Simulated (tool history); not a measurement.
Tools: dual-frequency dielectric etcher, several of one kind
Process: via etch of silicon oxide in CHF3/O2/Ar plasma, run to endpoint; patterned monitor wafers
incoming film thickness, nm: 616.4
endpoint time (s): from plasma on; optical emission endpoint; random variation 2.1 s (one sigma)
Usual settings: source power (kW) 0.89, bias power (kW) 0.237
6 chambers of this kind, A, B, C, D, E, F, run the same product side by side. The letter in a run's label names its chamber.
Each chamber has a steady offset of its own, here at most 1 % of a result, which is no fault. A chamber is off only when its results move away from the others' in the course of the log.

run   hour  source power (kW)  bias power (kW)  hours since the last wet clean  hours since the last source power generator calibration  hours since the last bias power generator calibration  endpoint time (s)
 1E   13.8               0.89            0.237                           243.6                                                    736.3                                                   43.2             241.21
 2F   25.2               0.89            0.237                           247.9                                                   2791.7                                                  456.6             244.49
 3C   40.1               0.89            0.237                           233.8                                                      850                                                 3015.8             242.69
      54.6  -- chamber D: wet clean of the chamber
 4B   55.1               0.89            0.237                           181.8                                                    341.8                                                 1774.9             243.72
 5A   65.7               0.89            0.237                           283.9                                                    112.9                                                 2539.7             243.08
 6D   80.3               0.89            0.237                            25.8                                                     1741                                                  828.7                245
 7C   96.3               0.89            0.237                             290                                                    906.2                                                   3072             245.21
     105.7  -- chamber C: bias power generator calibrated
 8B  110.9               0.89            0.237                           237.6                                                    397.6                                                 1830.7             241.65
 9E  125.9               0.89            0.237                           355.7                                                    848.4                                                  155.3             243.31
10D  137.1               0.89            0.237                            82.6                                                   1797.8                                                  885.5             245.85
     141.3  -- chamber E: wet clean of the chamber
11F  146.2               0.89            0.237                           368.9                                                   2912.7                                                  577.6             237.71
12A  156.9               0.89            0.237                           375.1                                                    204.1                                                 2630.9             239.79
13C  169.2               0.89            0.237                           362.9                                                    979.1                                                   63.5             243.93
     173.9  -- chamber C: wet clean of the chamber
14E  185.5               0.89            0.237                            44.2                                                      908                                                  214.9              245.5
15F  194.9               0.81            0.287                           417.6                                                   2961.4                                                  626.3             233.22
     209.7  -- chamber F: wet clean of the chamber
16D  209.8               0.81            0.287                           155.3                                                   1870.5                                                  958.2             237.11
17A  225.4               0.81            0.287                           443.6                                                    272.6                                                 2699.4             237.07
     230.4  -- chamber A: bias power generator calibrated
18B  236.5               0.81            0.287                           363.2                                                    523.2                                                 1956.3              239.8
19B  245.1               0.81            0.287                           371.8                                                    531.8                                                 1964.9              236.4
20A  254.6               0.81            0.287                           472.8                                                    301.8                                                   24.2             235.53
21C  265.3               0.89            0.237                            91.4                                                   1075.2                                                  159.6             245.86
22E  278.1               0.79            0.258                           136.8                                                   1000.6                                                  307.5             248.33
23F  290.2               0.79            0.258                            80.5                                                   3056.7                                                  721.6             246.64
24D  302.2               0.79            0.258                           247.7                                                   1962.9                                                 1050.6             245.26
25B  314.2               0.79            0.258                           440.9                                                    600.9                                                   2034             251.89
26E  327.7               0.79            0.258                           186.4                                                   1050.2                                                  357.1             251.77
27C  343.1               0.79            0.258                           169.2                                                     1153                                                  237.4              246.9
28A  359.2               0.89            0.237                           577.4                                                    406.4                                                  128.8             241.97
29F  366.9               0.89            0.237                           157.2                                                   3133.4                                                  798.3             245.27
30D  375.5               0.89            0.237                             321                                                   2036.2                                                 1123.9             246.24
31B  389.9               0.89            0.237                           516.6                                                    676.6                                                 2109.7             250.32
32D  398.8               0.89            0.237                           344.3                                                   2059.5                                                 1147.2             241.35
33E    407               0.89            0.237                           265.7                                                   1129.5                                                  436.4             243.38
34C  422.7               0.89            0.237                           248.8                                                   1232.6                                                    317             246.17
35A  435.4               0.89            0.237                           653.6                                                    482.6                                                    205             244.79
     437.5  -- chamber B: wet clean of the chamber
       443  -- chamber D: wet clean of the chamber
36F  447.4               0.89            0.237                           237.7                                                   3213.9                                                  878.8             242.45
37B    457               0.89            0.237                            19.5                                                    743.7                                                 2176.8              245.8
     465.2  -- chamber E: wet clean of the chamber
38F  467.9               0.71            0.219                           258.2                                                   3234.4                                                  899.3             274.33
39C  476.2               0.71            0.219                           302.3                                                   1286.1                                                  370.5             270.01
40D  485.4               0.71            0.219                            42.4                                                   2146.1                                                 1233.8             268.34
41E  494.5               0.71            0.219                            29.4                                                     1217                                                  523.9             273.76

What goes on in this fleet: one chamber off, a drifting gauge, or nothing beyond the chambers' own small offsets? Name the chamber and the cause, if any.

No chamber stands off beyond its own small offset, and the gauge holds steady.
